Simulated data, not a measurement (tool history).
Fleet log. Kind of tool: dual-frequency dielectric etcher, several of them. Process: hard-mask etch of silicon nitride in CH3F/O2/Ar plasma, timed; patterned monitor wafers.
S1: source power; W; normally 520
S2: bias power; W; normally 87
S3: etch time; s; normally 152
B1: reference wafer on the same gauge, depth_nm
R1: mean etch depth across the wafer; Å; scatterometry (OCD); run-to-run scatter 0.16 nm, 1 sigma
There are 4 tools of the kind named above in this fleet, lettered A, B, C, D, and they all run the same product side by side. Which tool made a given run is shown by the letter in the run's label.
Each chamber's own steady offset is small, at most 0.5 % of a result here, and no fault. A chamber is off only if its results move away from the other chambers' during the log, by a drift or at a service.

run	hour	S1	S2	S3	B1	R1
1A	4.7	520	87	152	108.99	1248.1
2C	11.1	520	87	152	109.02	1250.1
3B	18.6	520	87	152	109.07	1259.6
4D	23.3	520	87	152	109.05	1259.3
5B	27.2	520	87	152	109.09	1258.8
6C	31.2	520	87	152	109.03	1253
7A	36.4	520	94	183	109.1	1546.6
8D	42.8	520	94	183	109.13	1558.7
9D	47.8	520	94	183	109.1	1558
10B	52.8	520	94	183	109.12	1557.6
11C	56.9	520	87	152	109.14	1252.5
# hour 58.9: chamber A: bias power generator calibrated
12A	62.5	520	87	152	109.19	1249.2
# hour 64.8: chamber C: wet clean of the chamber
13B	68	520	87	152	109.14	1257.5
14C	73	610	108	152	109.19	1436.6
15A	79.2	610	108	152	109.18	1435.7
16D	82.8	610	108	152	109.19	1447.9
17D	87.8	610	108	152	109.19	1446.5
18A	94.4	520	87	152	109.24	1251.7
19C	100	520	87	152	109.24	1256.6
20B	103.6	520	87	152	109.23	1259.3
21D	110.4	520	87	152	109.24	1265.1
# hour 112.6: chamber B: wet clean of the chamber
22B	117.2	420	87	152	109.28	1163.6
23C	125.4	420	87	152	109.28	1156.7
24A	132.2	420	87	152	109.26	1155.6
25C	136.4	420	87	152	109.29	1158.1
26D	140.8	520	87	152	109.31	1265.5
27B	148.7	520	87	152	109.36	1260.7
28A	156.4	420	95	152	109.34	1194.5
29A	162.9	420	95	152	109.36	1192.2
30C	166.7	420	95	152	109.37	1197.7
31B	173.4	420	95	152	109.42	1203
32D	178.8	520	87	152	109.46	1267.4
33A	186.4	520	87	152	109.42	1253.9
34C	191.5	520	87	152	109.43	1258.1
35B	198.1	520	87	152	109.47	1262.1
36D	205.3	520	87	152	109.46	1265.4
37D	211.8	610	100	152	109.42	1410.9
38A	216.8	610	100	152	109.47	1398.9
39B	224.3	610	100	152	109.52	1405.4
40C	228.5	610	100	152	109.51	1399.9
41B	235.3	520	87	152	109.51	1262.6
42D	243.5	520	87	152	109.6	1267.7
43A	247.1	520	87	152	109.56	1255.8

For the next run the whole fleet of 4 chambers uses the same settings. Give each chamber's results:
44A	252.9	520	74	152		?
44B	252.9	520	74	152		?
44C	252.9	520	74	152		?
44D	252.9	520	74	152		?

run	R1
44A	1188.9
44B	1196.9
44C	1192.1
44D	1198.1

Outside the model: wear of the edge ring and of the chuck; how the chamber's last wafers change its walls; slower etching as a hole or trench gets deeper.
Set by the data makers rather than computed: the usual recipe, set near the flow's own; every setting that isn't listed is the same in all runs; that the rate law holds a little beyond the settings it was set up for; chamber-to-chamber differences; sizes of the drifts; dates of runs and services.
